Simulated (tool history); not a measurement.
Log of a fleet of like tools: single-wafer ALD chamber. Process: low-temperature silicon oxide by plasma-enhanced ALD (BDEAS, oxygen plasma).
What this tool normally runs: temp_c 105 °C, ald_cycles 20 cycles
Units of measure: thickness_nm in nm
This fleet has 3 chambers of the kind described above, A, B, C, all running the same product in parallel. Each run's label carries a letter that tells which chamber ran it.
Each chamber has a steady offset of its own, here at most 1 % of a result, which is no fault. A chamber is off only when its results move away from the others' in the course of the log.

run	hour	temp_c	ald_cycles	read-back reference wafer on the same gauge, thickness_nm	thickness_nm
1A	9.4	105	20	2.7302	2.8303
2C	17.6	105	20	2.7285	2.8483
3B	28.2	105	20	2.7281	2.8224
4B	38.5	105	20	2.7272	2.8205
5A	44.7	105	20	2.7274	2.8340
6C	55.4	105	20	2.7265	2.8362
7B	62.1	105	20	2.7259	2.8165
8A	69.3	105	20	2.7263	2.8240
9C	80.4	105	20	2.7249	2.8500
10C	89.9	105	20	2.7244	2.8452
11A	100.4	105	20	2.7235	2.8262
12B	112.5	105	20	2.7228	2.8138
13C	119.2	105	20	2.7221	2.8397
14A	127.3	118	20	2.7222	2.7635
15B	138.8	118	20	2.7214	2.7537
16B	148.6	118	20	2.7212	2.7501
17A	158.1	105	20	2.7197	2.8253
18C	164.3	105	20	2.7189	2.8383
19B	175.4	105	20	2.7184	2.8144
20C	186.6	105	20	2.7182	2.8374
21A	194.3	105	20	2.7173	2.8229
22B	201.0	105	20	2.7166	2.8117
23C	208.8	105	20	2.7161	2.8321
24A	220.3	105	20	2.7164	2.8198
25C	230.5	105	20	2.7161	2.8371
# hour 230.9: chamber A: thermocouple changed; heater temperature recalibrated
26A	238.6	118	16	2.7148	2.2010

Next, every chamber runs the same settings. What will each give?
27A	247.7	105	20		?
27B	247.7	105	20		?
27C	247.7	105	20		?

run	thickness_nm
27A	2.8189
27B	2.8104
27C	2.8332
